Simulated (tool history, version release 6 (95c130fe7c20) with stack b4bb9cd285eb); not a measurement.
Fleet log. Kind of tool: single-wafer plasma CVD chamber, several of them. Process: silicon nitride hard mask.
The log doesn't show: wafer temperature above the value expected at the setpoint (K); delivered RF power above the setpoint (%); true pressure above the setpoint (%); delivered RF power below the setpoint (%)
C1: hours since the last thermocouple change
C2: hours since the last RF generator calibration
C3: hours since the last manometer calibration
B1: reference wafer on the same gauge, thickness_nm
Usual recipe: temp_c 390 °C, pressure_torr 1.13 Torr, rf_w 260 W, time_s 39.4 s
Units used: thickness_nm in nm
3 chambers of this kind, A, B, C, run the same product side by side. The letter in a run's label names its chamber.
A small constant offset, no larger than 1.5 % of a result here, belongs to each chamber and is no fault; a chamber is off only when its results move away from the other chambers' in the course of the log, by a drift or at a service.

Run 1C, hour 7.1: usual settings; C1 730.3; C2 542.6; C3 980.1; B1 37.085. Result: thickness_nm 37.047 nm.
Run 2A, hour 13.9: usual settings; C1 1866.3; C2 385.6; C3 1477.3; B1 37.117. Result: thickness_nm 37.248 nm.
Run 3B, hour 19.2: usual settings; C1 1670.4; C2 1355.1; C3 854.8; B1 37.063. Result: thickness_nm 37.568 nm.
Run 4C, hour 26.1: usual settings; C1 749.3; C2 561.6; C3 999.1; B1 37.135. Result: thickness_nm 37.086 nm.
Run 5A, hour 32.6: usual settings; C1 1885.0; C2 404.3; C3 1496.0; B1 37.068. Result: thickness_nm 37.026 nm.
Run 6B, hour 40.2: usual settings; C1 1691.4; C2 1376.1; C3 875.8; B1 37.086. Result: thickness_nm 37.537 nm.
Run 7C, hour 47.1: usual settings; C1 770.3; C2 582.6; C3 1020.1; B1 37.037. Result: thickness_nm 37.050 nm.
Run 8A, hour 54.6: usual settings; C1 1907.0; C2 426.3; C3 1518.0; B1 37.086. Result: thickness_nm 37.071 nm.
Run 9B, hour 61.4: usual settings; C1 1712.6; C2 1397.3; C3 897.0; B1 37.109. Result: thickness_nm 37.875 nm.
Run 10B, hour 68.0: usual settings but temp_c 379 °C; C1 1719.2; C2 1403.9; C3 903.6; B1 37.155. Result: thickness_nm 37.846 nm.
Run 11C, hour 73.8: usual settings but temp_c 379 °C; C1 797.0; C2 609.3; C3 1046.8; B1 37.163. Result: thickness_nm 37.098 nm.
Run 12A, hour 79.5: usual settings but temp_c 379 °C; C1 1931.9; C2 451.2; C3 1542.9; B1 37.061. Result: thickness_nm 37.375 nm.
Run 13C, hour 85.2: usual settings but temp_c 398 °C, rf_w 300 W; C1 808.4; C2 620.7; C3 1058.2; B1 37.126. Result: thickness_nm 40.409 nm.
Run 14B, hour 92.1: usual settings but temp_c 398 °C, rf_w 300 W; C1 1743.3; C2 1428.0; C3 927.7; B1 37.042. Result: thickness_nm 41.541 nm.
Run 15A, hour 97.6: usual settings but temp_c 398 °C, rf_w 300 W; C1 1950.0; C2 469.3; C3 1561.0; B1 37.136. Result: thickness_nm 41.002 nm.
Run 16A, hour 105.0: usual settings; C1 1957.4; C2 476.7; C3 1568.4; B1 37.097. Result: thickness_nm 37.011 nm.
Run 17C, hour 108.9: usual settings; C1 832.1; C2 644.4; C3 1081.9; B1 37.097. Result: thickness_nm 36.939 nm.
Run 18B, hour 115.3: usual settings; C1 1766.5; C2 1451.2; C3 950.9; B1 37.132. Result: thickness_nm 37.434 nm.
Run 19B, hour 122.3: usual settings; C1 1773.5; C2 1458.2; C3 957.9; B1 37.131. Result: thickness_nm 37.497 nm.
At hour 126.0: chamber C: capacitance manometer re-zeroed and calibrated.
Run 20A, hour 129.6: usual settings; C1 1982.0; C2 501.3; C3 1593.0; B1 37.110. Result: thickness_nm 36.984 nm.
Run 21C, hour 136.7: usual settings; C1 859.9; C2 672.2; C3 10.7; B1 37.106. Result: thickness_nm 36.943 nm.
Run 22A, hour 145.5: usual settings; C1 1997.9; C2 517.2; C3 1608.9; B1 37.107. Result: thickness_nm 36.792 nm.
Run 23B, hour 149.9: usual settings; C1 1801.1; C2 1485.8; C3 985.5; B1 37.120. Result: thickness_nm 37.557 nm.
At hour 151.9: chamber B: thermocouple changed; heater temperature recalibrated.
Run 24C, hour 154.2: usual settings but temp_c 402 °C; C1 877.4; C2 689.7; C3 28.2; B1 37.103. Result: thickness_nm 36.864 nm.
Run 25C, hour 161.7: usual settings but temp_c 402 °C; C1 884.9; C2 697.2; C3 35.7; B1 37.088. Result: thickness_nm 36.529 nm.
Run 26B, hour 166.6: usual settings but temp_c 402 °C; C1 14.7; C2 1502.5; C3 1002.2; B1 37.096. Result: thickness_nm 37.453 nm.
Run 27A, hour 172.5: usual settings; C1 2024.9; C2 544.2; C3 1635.9; B1 37.096. Result: thickness_nm 37.004 nm.
Run 28A, hour 179.9: usual settings; C1 2032.3; C2 551.6; C3 1643.3; B1 37.088. Result: thickness_nm 36.940 nm.

What goes on in this fleet: one chamber off, a drifting gauge, or nothing beyond the chambers' own small offsets? Name the chamber and the cause, if any.

The fleet is healthy, with each chamber sitting at its usual small offset and no drift in the gauge.
